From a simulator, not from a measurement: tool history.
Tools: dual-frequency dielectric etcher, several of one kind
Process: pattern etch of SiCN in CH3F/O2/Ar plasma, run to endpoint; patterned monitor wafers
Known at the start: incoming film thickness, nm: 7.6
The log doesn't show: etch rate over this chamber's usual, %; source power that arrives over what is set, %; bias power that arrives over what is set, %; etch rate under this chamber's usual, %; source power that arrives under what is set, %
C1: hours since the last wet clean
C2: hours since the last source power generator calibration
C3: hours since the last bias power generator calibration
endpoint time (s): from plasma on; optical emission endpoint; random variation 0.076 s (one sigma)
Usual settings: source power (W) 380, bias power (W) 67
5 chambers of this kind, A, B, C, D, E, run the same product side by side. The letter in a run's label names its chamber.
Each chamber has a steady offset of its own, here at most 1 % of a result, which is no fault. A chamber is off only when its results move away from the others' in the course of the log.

Run 1E, hour 3.7: usual settings; C1 170.5; C2 87.4; C3 946.9. Result: endpoint time (s) 21.09.
Run 2A, hour 7.5: usual settings; C1 307.9; C2 1203.1; C3 645.9. Result: endpoint time (s) 21.235.
Run 3B, hour 11.2: usual settings; C1 340.5; C2 474.8; C3 1963.1. Result: endpoint time (s) 21.013.
Run 4D, hour 16.5: usual settings; C1 491.5; C2 418.4; C3 2265.3. Result: endpoint time (s) 21.13.
Run 5C, hour 19.7: usual settings; C1 249.8; C2 20.1; C3 1175.5. Result: endpoint time (s) 20.977.
Run 6B, hour 22.9: usual settings; C1 352.2; C2 486.5; C3 1974.8. Result: endpoint time (s) 21.069.
Run 7C, hour 25.6: usual settings; C1 255.7; C2 26; C3 1181.4. Result: endpoint time (s) 21.059.
Run 8E, hour 28.7: usual settings; C1 195.5; C2 112.4; C3 971.9. Result: endpoint time (s) 21.164.
Run 9D, hour 32: usual settings; C1 507; C2 433.9; C3 2280.8. Result: endpoint time (s) 20.904.
Run 10A, hour 37.1: usual settings; C1 337.5; C2 1232.7; C3 675.5. Result: endpoint time (s) 21.309.
Run 11D, hour 42.1: usual settings; C1 517.1; C2 444; C3 2290.9. Result: endpoint time (s) 21.041.
Run 12C, hour 47.6: usual settings; C1 277.7; C2 48; C3 1203.4. Result: endpoint time (s) 21.054.
Run 13A, hour 51.7: usual settings; C1 352.1; C2 1247.3; C3 690.1. Result: endpoint time (s) 21.198.
Run 14B, hour 55: usual settings; C1 384.3; C2 518.6; C3 2006.9. Result: endpoint time (s) 21.285.
Run 15E, hour 58.4: usual settings; C1 225.2; C2 142.1; C3 1001.6. Result: endpoint time (s) 21.232.
Run 16C, hour 61.7: usual settings; C1 291.8; C2 62.1; C3 1217.5. Result: endpoint time (s) 21.052.
Run 17B, hour 66.5: usual settings; C1 395.8; C2 530.1; C3 2018.4. Result: endpoint time (s) 21.342.
Run 18E, hour 71.2: usual settings; C1 238; C2 154.9; C3 1014.4. Result: endpoint time (s) 21.255.
Run 19A, hour 73.7: usual settings; C1 374.1; C2 1269.3; C3 712.1. Result: endpoint time (s) 21.303.
Run 20D, hour 76.7: usual settings; C1 551.7; C2 478.6; C3 2325.5. Result: endpoint time (s) 21.093.
Run 21E, hour 82.2: usual settings but source power (W) 300, bias power (W) 80; C1 249; C2 165.9; C3 1025.4. Result: endpoint time (s) 21.757.
Run 22A, hour 84.9: usual settings but source power (W) 300, bias power (W) 80; C1 385.3; C2 1280.5; C3 723.3. Result: endpoint time (s) 21.697.
Run 23B, hour 90.2: usual settings but source power (W) 300, bias power (W) 80; C1 419.5; C2 553.8; C3 2042.1. Result: endpoint time (s) 21.91.
Run 24D, hour 95.4: usual settings but source power (W) 300, bias power (W) 80; C1 570.4; C2 497.3; C3 2344.2. Result: endpoint time (s) 21.608.
Run 25C, hour 99.5: usual settings but source power (W) 300, bias power (W) 80; C1 329.6; C2 99.9; C3 1255.3. Result: endpoint time (s) 21.638.
Run 26B, hour 103.1: usual settings; C1 432.4; C2 566.7; C3 2055. Result: endpoint time (s) 21.31.
Run 27E, hour 108.1: usual settings; C1 274.9; C2 191.8; C3 1051.3. Result: endpoint time (s) 21.194.
Run 28C, hour 110.9: usual settings; C1 341; C2 111.3; C3 1266.7. Result: endpoint time (s) 21.079.
Run 29D, hour 115.6: usual settings; C1 590.6; C2 517.5; C3 2364.4. Result: endpoint time (s) 21.173.
Run 30A, hour 119.8: usual settings; C1 420.2; C2 1315.4; C3 758.2. Result: endpoint time (s) 21.275.
Run 31A, hour 124.3: usual settings; C1 424.7; C2 1319.9; C3 762.7. Result: endpoint time (s) 21.26.
Run 32E, hour 128.2: usual settings but source power (W) 440; C1 295; C2 211.9; C3 1071.4. Result: endpoint time (s) 20.099.
At hour 129.2: chamber D: wet clean of the chamber.
Run 33B, hour 132.2: usual settings but source power (W) 440; C1 461.5; C2 595.8; C3 2084.1. Result: endpoint time (s) 20.301.
Run 34D, hour 135.2: usual settings but source power (W) 440; C1 6.1; C2 537.1; C3 2384. Result: endpoint time (s) 19.932.
Run 35C, hour 138: usual settings but source power (W) 440; C1 368.1; C2 138.4; C3 1293.8. Result: endpoint time (s) 19.797.
Run 36D, hour 142.8: usual settings but source power (W) 440; C1 13.7; C2 544.7; C3 2391.6. Result: endpoint time (s) 19.964.
Run 37E, hour 146: usual settings; C1 312.8; C2 229.7; C3 1089.2. Result: endpoint time (s) 21.042.
Run 38A, hour 150.5: usual settings; C1 450.9; C2 1346.1; C3 788.9. Result: endpoint time (s) 21.198.
Run 39B, hour 155.7: usual settings; C1 485; C2 619.3; C3 2107.6. Result: endpoint time (s) 21.429.
Run 40C, hour 160.6: usual settings; C1 390.7; C2 161; C3 1316.4. Result: endpoint time (s) 21.207.
Run 41E, hour 165.1: usual settings; C1 331.9; C2 248.8; C3 1108.3. Result: endpoint time (s) 20.954.

Is one chamber off against the others, does the gauge drift, or is nothing wrong? If a chamber is off, say which, and what the likeliest cause is.

Chamber B drifts away from the others.
Cause: etch rate under this chamber's usual, % = 2.39.
The log may not tell that from: source power that arrives under what is set, %.

Here are 4 candidates for chamber B's next run, each the usual settings with a change, their results left as question marks. Which one brings its results back in line with what the others give on the usual settings?
In line means no further than this from the other chambers' mean on the usual settings: endpoint time (s) 0.27
Run 42B-1, hour 169.2: usual settings but source power (W) 400. Result: endpoint time (s) ?.
Run 42B-2, hour 169.2: usual settings but source power (W) 400, bias power (W) 71. Result: endpoint time (s) ?.
Run 42B-3, hour 169.2: usual settings but source power (W) 360. Result: endpoint time (s) ?.
Run 42B-4, hour 169.2: usual settings but source power (W) 360, bias power (W) 63. Result: endpoint time (s) ?.

The other chambers' mean on the usual settings: endpoint time (s) 21.146
  run  endpoint time (s)
42B-1             21.124
42B-2             20.705
42B-3             21.995
42B-4             22.466
42B-1 brings the chamber back in line.
